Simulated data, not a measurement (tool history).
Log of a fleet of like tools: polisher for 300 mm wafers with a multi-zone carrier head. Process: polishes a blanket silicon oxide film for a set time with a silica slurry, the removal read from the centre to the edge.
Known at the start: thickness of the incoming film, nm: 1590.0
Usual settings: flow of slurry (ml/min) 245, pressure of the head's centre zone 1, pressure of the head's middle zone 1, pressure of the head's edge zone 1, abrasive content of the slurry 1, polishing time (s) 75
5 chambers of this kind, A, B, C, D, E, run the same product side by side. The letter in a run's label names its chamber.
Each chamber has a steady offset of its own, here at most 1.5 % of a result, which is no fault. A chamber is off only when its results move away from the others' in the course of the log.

run,hour,flow of slurry (ml/min),pressure of the head's centre zone,pressure of the head's middle zone,pressure of the head's edge zone,abrasive content of the slurry,polishing time (s),film removed at the wafer's centre (angstrom),film removed at mid-radius (angstrom),film removed at the wafer's edge (angstrom)
1A,11.3,245,1,1,1,1,75,3614,3631.9,3571.3
2D,18.2,245,1,1,1,1,75,3593.4,3661.4,3570.5
3C,28.5,245,1,1,1,1,75,3585.8,3619.4,3633.8
# hour 37.9: chamber B: worn pad replaced by a new one
4B,40,245,1,1,1,1,75,3581.8,3665.5,3681.2
5E,47.7,245,1,1,1,1,75,3600.9,3595.3,3564.8
# hour 48: chamber A: worn pad replaced by a new one
6D,54.2,245,1,1,1,1,75,3564.5,3666.2,3656.2
7E,66.6,245,1,1,1,1,75,3600.7,3623.3,3509.1
# hour 73.9: chamber C: worn pad replaced by a new one
8A,75.2,245,1,1,1,1,75,3611.7,3656.4,3599.7
9C,85.1,245,1,1,1,1,75,3720,3556.6,3613.3
# hour 93.3: chamber D: worn pad replaced by a new one
10B,93.6,245,1,1,1,1,75,3575.9,3600.5,3654.8
# hour 97.4: chamber E: edge zone pressure recalibrated
11E,101.2,245,1,1,1,1,75,3537.6,3558.8,3592.1
12C,111.6,200,0.96,1,1,1,75,3378.3,3503.6,3569.5
13B,122.3,200,0.96,1,1,1,75,3328.4,3525.8,3650.7
14D,130.8,200,0.96,1,1,1,75,3312.4,3563.8,3478.5
# hour 133.4: chamber A: edge zone pressure recalibrated
# hour 140.8: chamber A: worn pad replaced by a new one
# hour 143.5: chamber C: worn pad replaced by a new one
15A,143.6,200,0.96,1,1,1,75,3433.5,3632.1,3559.7
16A,149.5,200,0.96,1,1,1,75,3351,3568.3,3535.6
# hour 155.9: chamber C: centre zone pressure recalibrated
17E,161.2,245,1,1,1,1,61,2866.2,2828.7,2835
# hour 165.8: chamber B: worn pad replaced by a new one
18B,167.2,245,1,1,1,1,61,2927.4,2943.7,2988.3
19C,176.4,245,1,1,1,1,61,2933.3,2943.8,2961
20D,188.2,245,1,1,1,1,61,2939,2976,2914.1
# hour 198.4: chamber D: worn pad replaced by a new one
21D,199.6,245,1,1,1,1,61,2955.9,2945,2915.6
22E,212,245,1,1,1,1,75,3382.5,3428.1,3403.7
# hour 219.5: chamber A: worn pad replaced by a new one
23C,224.8,245,1,1,1,1,75,3650.4,3558.1,3658
# hour 229.2: chamber C: worn pad replaced by a new one
24B,230.5,245,1,1,1,1,75,3615.6,3627.9,3665
25A,242,245,1,1,1,1,75,3698.2,3679.6,3665
# hour 246.6: chamber B: edge zone pressure recalibrated
26D,251.8,245,1,1,1,1,64,3074.5,3090.3,3050.1
27A,258,245,1,1,1,1,64,3117,3084.1,3077
# hour 259: chamber B: slurry nozzle cleaned
28B,267.8,245,1,1,1,1,64,3073.7,3076.6,3128.8
29C,277.8,245,1,1,1,1,64,3108.8,3056.7,3046.1
# hour 282.5: chamber A: slurry nozzle cleaned
# hour 286.6: chamber D: worn pad replaced by a new one
30E,287.8,245,1,1,1,1,64,2816.1,2896.6,2819.6
31B,294.9,245,1,1,1,1,75,3661.5,3632.3,3665.1
32C,303,245,1,1,1,1,75,3663.8,3624.3,3620.2
# hour 310.1: chamber B: worn pad replaced by a new one
# hour 311.6: chamber C: worn pad replaced by a new one
33A,314.1,245,1,1,1,1,75,3578.9,3641.9,3578.8
# hour 318.2: chamber A: worn pad replaced by a new one
34D,323.7,245,1.1,1,1.1,1,75,3990.8,3668.2,3810.2
35E,331.2,245,1.1,1,1.1,1,75,3604.8,3309,3443.5
36D,341.1,245,1.1,1,1.1,1,75,3935.8,3645,3883.4
37A,349.4,245,1.1,1,1.1,1,75,4063.1,3620.9,3831.2
38C,355.4,245,1.1,1,1.1,1,75,4019.3,3635.5,3832.4
39E,368.1,245,1,1,1,1,75,3234.1,3248,3254.4
40B,375.3,245,1,1,1,1,75,3581.6,3611.3,3633.5

What goes on in this fleet: one chamber off, a drifting gauge, or nothing beyond the chambers' own small offsets? Name the chamber and the cause, if any.

Chamber E drifts away from the others.
Cause: removal rate lost through wear of the pad, % = 10.

Here are 4 candidates for chamber E's next run, each the usual settings with a change, their results left as question marks. Which one brings its results back in line with what the others give on the usual settings?
In line means no further than this from the other chambers' mean on the usual settings: film removed at the wafer's centre (angstrom) 150; film removed at mid-radius (angstrom) 110; film removed at the wafer's edge (angstrom) 120
41E-1,384.7,245,1,1,1,1.05,82,?,?,?
41E-2,384.7,250,1,1,1.01,1.1,93,?,?,?
41E-3,384.7,240,1,1,0.99,0.95,60,?,?,?
41E-4,384.7,245,1,1,1,0.95,68,?,?,?

The other chambers' mean on the usual settings: film removed at the wafer's centre (angstrom) 3609.8; film removed at mid-radius (angstrom) 3628.1; film removed at the wafer's edge (angstrom) 3623.4
run,film removed at the wafer's centre (angstrom),film removed at mid-radius (angstrom),film removed at the wafer's edge (angstrom)
41E-1,3612,3606.7,3579.3
41E-2,4192.6,4185.3,4172.9
41E-3,2517.2,2514.3,2483.5
41E-4,2861,2856.8,2835.1
41E-1 brings the chamber back in line.

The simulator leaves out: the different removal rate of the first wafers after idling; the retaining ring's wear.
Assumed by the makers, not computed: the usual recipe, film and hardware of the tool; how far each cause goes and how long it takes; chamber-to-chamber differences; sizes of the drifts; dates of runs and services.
